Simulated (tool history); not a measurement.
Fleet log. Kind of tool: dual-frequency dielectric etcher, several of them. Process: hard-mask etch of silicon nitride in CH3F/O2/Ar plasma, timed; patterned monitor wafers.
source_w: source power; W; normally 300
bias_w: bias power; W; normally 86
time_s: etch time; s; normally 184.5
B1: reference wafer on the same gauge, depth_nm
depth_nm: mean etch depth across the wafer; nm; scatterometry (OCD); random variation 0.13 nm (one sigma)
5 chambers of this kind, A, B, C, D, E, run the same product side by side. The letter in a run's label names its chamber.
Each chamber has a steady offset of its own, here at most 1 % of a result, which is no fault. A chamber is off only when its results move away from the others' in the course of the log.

run 1B hour=4.5 | source_w=300 bias_w=86 time_s=184.5 | B1=144.09 | depth_nm=122.71
run 2E hour=7.2 | source_w=300 bias_w=86 time_s=184.5 | B1=144.09 | depth_nm=123.22
run 3C hour=10.6 | source_w=300 bias_w=86 time_s=184.5 | B1=144.05 | depth_nm=123.64
run 4D hour=15.3 | source_w=300 bias_w=86 time_s=184.5 | B1=144.08 | depth_nm=123.19
-- hour=16.3 chamber C: wet clean of the chamber
run 5A hour=18.4 | source_w=300 bias_w=86 time_s=184.5 | B1=144.09 | depth_nm=124.26
run 6B hour=21.5 | source_w=300 bias_w=86 time_s=184.5 | B1=144.09 | depth_nm=122.83
run 7C hour=25.0 | source_w=300 bias_w=86 time_s=184.5 | B1=144.13 | depth_nm=123.55
run 8A hour=28.6 | source_w=300 bias_w=86 time_s=184.5 | B1=144.13 | depth_nm=124.16
run 9D hour=32.2 | source_w=300 bias_w=86 time_s=184.5 | B1=144.19 | depth_nm=123.47
run 10E hour=36.9 | source_w=300 bias_w=86 time_s=184.5 | B1=144.15 | depth_nm=123.38
run 11A hour=40.0 | source_w=300 bias_w=86 time_s=184.5 | B1=144.20 | depth_nm=124.31
run 12B hour=43.8 | source_w=300 bias_w=86 time_s=184.5 | B1=144.26 | depth_nm=123.27
run 13C hour=47.1 | source_w=360 bias_w=86 time_s=184.5 | B1=144.24 | depth_nm=132.39
run 14E hour=52.1 | source_w=360 bias_w=86 time_s=184.5 | B1=144.30 | depth_nm=132.26
run 15D hour=55.9 | source_w=360 bias_w=86 time_s=184.5 | B1=144.32 | depth_nm=132.59
run 16A hour=59.6 | source_w=360 bias_w=86 time_s=184.5 | B1=144.35 | depth_nm=133.25
run 17E hour=64.3 | source_w=360 bias_w=86 time_s=184.5 | B1=144.32 | depth_nm=132.19
run 18B hour=67.2 | source_w=300 bias_w=86 time_s=184.5 | B1=144.33 | depth_nm=123.16
run 19C hour=70.6 | source_w=300 bias_w=86 time_s=184.5 | B1=144.35 | depth_nm=123.68
run 20D hour=73.0 | source_w=300 bias_w=86 time_s=184.5 | B1=144.45 | depth_nm=124.01
run 21E hour=78.2 | source_w=230 bias_w=103 time_s=184.5 | B1=144.39 | depth_nm=120.13
run 22B hour=82.3 | source_w=230 bias_w=103 time_s=184.5 | B1=144.46 | depth_nm=119.39
run 23C hour=87.2 | source_w=230 bias_w=103 time_s=184.5 | B1=144.46 | depth_nm=119.81
run 24A hour=89.7 | source_w=230 bias_w=103 time_s=184.5 | B1=144.54 | depth_nm=121.32
run 25D hour=92.1 | source_w=230 bias_w=103 time_s=184.5 | B1=144.49 | depth_nm=119.66
run 26B hour=94.5 | source_w=300 bias_w=86 time_s=184.5 | B1=144.48 | depth_nm=123.26
run 27D hour=99.1 | source_w=300 bias_w=86 time_s=184.5 | B1=144.57 | depth_nm=123.90
run 28E hour=102.3 | source_w=300 bias_w=86 time_s=184.5 | B1=144.54 | depth_nm=123.62
run 29C hour=105.8 | source_w=300 bias_w=86 time_s=184.5 | B1=144.58 | depth_nm=123.98
run 30A hour=108.7 | source_w=300 bias_w=79 time_s=184.5 | B1=144.58 | depth_nm=120.95
run 31A hour=112.0 | source_w=300 bias_w=79 time_s=184.5 | B1=144.66 | depth_nm=121.27

Is one chamber out of step, is the gauge drifting, or do the chambers differ by no more than their own small offsets? For an off chamber, give its letter and the likeliest cause.

Gauge drift. The chambers move together only on paper, and none stands off.
Likeliest cause: gauge reads high (%) = 0.442.
